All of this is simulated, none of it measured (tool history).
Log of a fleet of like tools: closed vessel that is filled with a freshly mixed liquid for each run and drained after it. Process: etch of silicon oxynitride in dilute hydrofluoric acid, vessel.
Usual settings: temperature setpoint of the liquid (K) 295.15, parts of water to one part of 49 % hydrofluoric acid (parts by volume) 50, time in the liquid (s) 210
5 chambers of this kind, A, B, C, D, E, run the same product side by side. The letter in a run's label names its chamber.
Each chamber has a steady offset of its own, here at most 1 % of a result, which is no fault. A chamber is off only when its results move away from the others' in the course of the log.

run,hour,temperature setpoint of the liquid (K),parts of water to one part of 49 % hydrofluoric acid (parts by volume),time in the liquid (s),hours since the thermometer was replaced,hours since the hydrofluoric acid flow meter was replaced,"read-back film thickness of the silicon oxynitride reference wafer, read on the same gauge (nm)",thickness taken off the silicon oxynitride on a monitor wafer (nm)
1C,7.5,295.15,50,210,1588.4,1549.7,150,13.271
2B,16.9,295.15,50,210,1272.6,421.9,149.98,13.242
3D,31.2,295.15,50,210,830.3,309.8,150.06,13.288
4A,43.1,295.15,50,210,272.3,561.7,150,13.366
5E,55.4,295.15,50,210,1283.9,1139.6,150.03,13.319
6A,69.5,298.15,50,210,298.7,588.1,150.02,15.452
7B,81.4,298.15,50,210,1337.1,486.4,150.01,15.356
8C,89.8,298.15,50,210,1670.7,1632,150.02,15.375
9E,99,298.15,50,210,1327.5,1183.2,149.98,15.296
10D,105.9,298.15,50,210,905,384.5,150.02,15.413
11A,121,295.15,50,210,350.2,639.6,150.04,13.403
12B,132,295.15,50,210,1387.7,537,149.99,13.207
# hour 133.9: chamber B: thermometer replaced
13D,145.7,295.15,50,210,944.8,424.3,149.97,13.344
14E,160.6,295.15,50,210,1389.1,1244.8,149.98,13.259
15C,168.4,295.15,50,210,1749.3,1710.6,149.95,13.301
16E,181.4,295.15,50,210,1409.9,1265.6,150.02,13.205
17B,191.5,295.15,50,210,57.7,596.5,149.99,13.268
18D,198.8,295.15,50,210,997.9,477.4,150.03,13.372
19C,206.5,295.15,50,210,1787.4,1748.7,149.99,13.326
20A,221.6,295.15,50,210,450.8,740.2,149.99,13.355
21E,231.3,295.15,50,210,1459.8,1315.5,150.01,13.327
22A,242.4,295.15,50,210,471.6,761,150.02,13.366
23B,250.4,295.15,30,210,116.6,655.4,150.02,22.34
24D,263.8,295.15,30,210,1062.9,542.4,150.01,22.54
25C,274.1,295.15,30,210,1855,1816.3,150.02,22.62
26E,283.3,295.15,30,210,1511.8,1367.5,150.01,22.237
27A,297.2,295.15,30,210,526.4,815.8,150.01,22.352
28C,306.5,295.15,50,210,1887.4,1848.7,150.03,13.196
29D,313.7,295.15,50,210,1112.8,592.3,150.04,13.391
30B,325.9,295.15,50,125,192.1,730.9,150.04,7.8202
# hour 335.8: chamber E: thermometer replaced
31D,337.2,295.15,50,125,1136.3,615.8,149.99,7.9541
32B,345.9,295.15,50,125,212.1,750.9,150.03,7.8575
33C,354.5,295.15,50,125,1935.4,1896.7,149.97,7.8775
34A,361.2,295.15,50,125,590.4,879.8,150.02,7.9661
35E,374.4,295.15,50,210,38.7,1458.6,150.02,13.256
36B,389.5,295.15,50,210,255.7,794.5,149.97,13.21
37A,404.2,295.15,50,210,633.4,922.8,150.01,13.281
38C,418.5,295.15,50,145,1999.4,1960.7,150,9.1338

Next, every chamber runs the same settings. What will each give?
39A,429.4,297.65,50,210,,,,?
39B,429.4,297.65,50,210,,,,?
39C,429.4,297.65,50,210,,,,?
39D,429.4,297.65,50,210,,,,?
39E,429.4,297.65,50,210,,,,?

run,thickness taken off the silicon oxynitride on a monitor wafer (nm)
39A,15.075
39B,14.863
39C,15.042
39D,15.008
39E,14.968

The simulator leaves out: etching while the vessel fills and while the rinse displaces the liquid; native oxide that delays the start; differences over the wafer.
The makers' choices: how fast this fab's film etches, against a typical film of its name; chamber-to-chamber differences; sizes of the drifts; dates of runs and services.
